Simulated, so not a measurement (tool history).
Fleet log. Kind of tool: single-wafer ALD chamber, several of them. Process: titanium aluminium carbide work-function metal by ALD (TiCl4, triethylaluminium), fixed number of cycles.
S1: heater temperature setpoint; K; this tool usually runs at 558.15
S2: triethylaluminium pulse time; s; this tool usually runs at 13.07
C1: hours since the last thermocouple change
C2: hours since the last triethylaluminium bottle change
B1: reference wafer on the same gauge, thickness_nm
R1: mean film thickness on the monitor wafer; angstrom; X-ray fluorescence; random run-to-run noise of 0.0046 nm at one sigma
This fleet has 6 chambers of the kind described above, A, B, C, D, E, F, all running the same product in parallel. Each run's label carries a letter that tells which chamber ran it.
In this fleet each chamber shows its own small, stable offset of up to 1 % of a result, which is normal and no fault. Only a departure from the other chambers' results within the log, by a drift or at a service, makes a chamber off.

run 1F day=0.158 | S1=558.15 S2=13.07 | C1=1619.2 C2=367.5 | B1=1.6804 | R1=19.142
run 2A day=0.304 | S1=558.15 S2=13.07 | C1=361.1 C2=1274.0 | B1=1.6790 | R1=19.195
run 3B day=0.550 | S1=558.15 S2=13.07 | C1=1138.5 C2=25.8 | B1=1.6784 | R1=18.994
-- day=0.675 chamber D: thermocouple changed; heater temperature recalibrated
run 4D day=0.754 | S1=558.15 S2=13.07 | C1=1.9 C2=696.7 | B1=1.6788 | R1=19.017
run 5E day=0.888 | S1=558.15 S2=13.07 | C1=2428.2 C2=1197.1 | B1=1.6798 | R1=19.034
run 6C day=1.071 | S1=558.15 S2=13.07 | C1=2031.2 C2=873.8 | B1=1.6793 | R1=18.986
run 7C day=1.338 | S1=553.15 S2=10.99 | C1=2037.6 C2=880.2 | B1=1.6799 | R1=18.312
run 8D day=1.604 | S1=553.15 S2=10.99 | C1=22.3 C2=717.1 | B1=1.6798 | R1=18.393
run 9B day=1.746 | S1=553.15 S2=10.99 | C1=1167.2 C2=54.5 | B1=1.6798 | R1=18.346
run 10E day=1.946 | S1=553.15 S2=10.99 | C1=2453.6 C2=1222.5 | B1=1.6809 | R1=18.394
run 11F day=2.100 | S1=553.15 S2=10.99 | C1=1665.8 C2=414.1 | B1=1.6805 | R1=18.608
run 12A day=2.358 | S1=553.15 S2=10.99 | C1=410.4 C2=1323.3 | B1=1.6801 | R1=18.448
run 13B day=2.575 | S1=558.15 S2=13.07 | C1=1187.1 C2=74.4 | B1=1.6802 | R1=19.070
run 14A day=2.746 | S1=558.15 S2=13.07 | C1=419.7 C2=1332.6 | B1=1.6797 | R1=19.192
run 15F day=2.879 | S1=564.15 S2=8.39 | C1=1684.5 C2=432.8 | B1=1.6805 | R1=18.809
run 16C day=3.025 | S1=564.15 S2=8.39 | C1=2078.1 C2=920.7 | B1=1.6795 | R1=18.572
-- day=3.050 chamber C: thermocouple changed; heater temperature recalibrated
run 17D day=3.258 | S1=564.15 S2=8.39 | C1=62.0 C2=756.8 | B1=1.6794 | R1=18.747
run 18E day=3.488 | S1=564.15 S2=8.39 | C1=2490.6 C2=1259.5 | B1=1.6789 | R1=18.666
run 19F day=3.708 | S1=564.15 S2=8.39 | C1=1704.4 C2=452.7 | B1=1.6789 | R1=18.805
run 20E day=3.908 | S1=564.15 S2=8.39 | C1=2500.7 C2=1269.6 | B1=1.6801 | R1=18.660
run 21B day=4.046 | S1=558.15 S2=13.07 | C1=1222.4 C2=109.7 | B1=1.6792 | R1=19.049
run 22A day=4.212 | S1=558.15 S2=13.07 | C1=454.9 C2=1367.8 | B1=1.6804 | R1=19.289
run 23C day=4.425 | S1=558.15 S2=13.07 | C1=33.1 C2=954.3 | B1=1.6791 | R1=19.029
run 24D day=4.608 | S1=558.15 S2=13.07 | C1=94.4 C2=789.2 | B1=1.6810 | R1=19.028
run 25E day=4.912 | S1=558.15 S2=13.07 | C1=2524.8 C2=1293.7 | B1=1.6788 | R1=19.036
run 26C day=5.212 | S1=558.15 S2=13.07 | C1=52.0 C2=973.2 | B1=1.6798 | R1=19.060
run 27D day=5.392 | S1=558.15 S2=13.07 | C1=113.2 C2=808.0 | B1=1.6801 | R1=19.086
-- day=5.400 chamber A: triethylaluminium bottle replaced
-- day=5.429 chamber E: thermocouple changed; heater temperature recalibrated
run 28B day=5.675 | S1=558.15 S2=13.07 | C1=1261.5 C2=148.8 | B1=1.6798 | R1=18.907
run 29F day=5.846 | S1=558.15 S2=13.07 | C1=1755.7 C2=504.0 | B1=1.6800 | R1=19.154
run 30A day=6.083 | S1=558.15 S2=13.07 | C1=499.8 C2=16.5 | B1=1.6797 | R1=19.177
run 31D day=6.262 | S1=558.15 S2=13.07 | C1=134.1 C2=828.9 | B1=1.6799 | R1=19.107
run 32C day=6.542 | S1=558.15 S2=13.07 | C1=83.9 C2=1005.1 | B1=1.6800 | R1=19.012
run 33B day=6.838 | S1=558.15 S2=13.07 | C1=1289.4 C2=176.7 | B1=1.6794 | R1=18.933
run 34A day=7.058 | S1=569.15 S2=10.83 | C1=523.2 C2=39.9 | B1=1.6810 | R1=19.954
run 35E day=7.208 | S1=569.15 S2=10.83 | C1=42.7 C2=1348.8 | B1=1.6803 | R1=19.249
run 36F day=7.450 | S1=569.15 S2=10.83 | C1=1794.2 C2=542.5 | B1=1.6785 | R1=19.897
run 37F day=7.717 | S1=569.15 S2=10.83 | C1=1800.6 C2=548.9 | B1=1.6789 | R1=19.868
run 38B day=8.021 | S1=569.15 S2=10.83 | C1=1317.8 C2=205.1 | B1=1.6803 | R1=19.768
run 39A day=8.312 | S1=569.15 S2=10.83 | C1=553.3 C2=70.0 | B1=1.6794 | R1=19.925
run 40E day=8.508 | S1=550.15 S2=18.12 | C1=73.9 C2=1380.0 | B1=1.6807 | R1=18.132
run 41D day=8.704 | S1=550.15 S2=18.12 | C1=192.7 C2=887.5 | B1=1.6797 | R1=18.538
run 42C day=8.983 | S1=550.15 S2=18.12 | C1=142.5 C2=1063.7 | B1=1.6809 | R1=18.489

Which is it: a chamber that has drifted or been left off by a service, a gauge drift common to all chambers, or only each chamber's usual small offset? If a chamber is off, name it and its likeliest cause.

After it was serviced, chamber E no longer matches the other chambers.
Cause: wafer temperature below the value expected at the setpoint (K) = 4.55.

Below are 4 candidate recipes for chamber E's next run, each the usual settings with a change, their results shown as question marks. Which of them brings E's results back in line with what the other chambers give on the usual settings?
To be in line, a result may differ from the other chambers' mean on the usual settings by at most: R1 0.160 angstrom
run 43E-1 day=9.200 | S1=549.15 S2=12.05 | R1=?
run 43E-2 day=9.200 | S1=568.15 S2=14.17 | R1=?
run 43E-3 day=9.200 | S1=562.15 S2=13.59 | R1=?
run 43E-4 day=9.200 | S1=553.15 S2=13.07 | R1=?

What the other chambers average on the usual settings: R1 19.086 angstrom
run=43E-1 R1=17.794
run=43E-2 R1=19.621
run=43E-3 R1=19.057
run=43E-4 R1=18.234
43E-3 puts the chamber back in line with the other chambers.
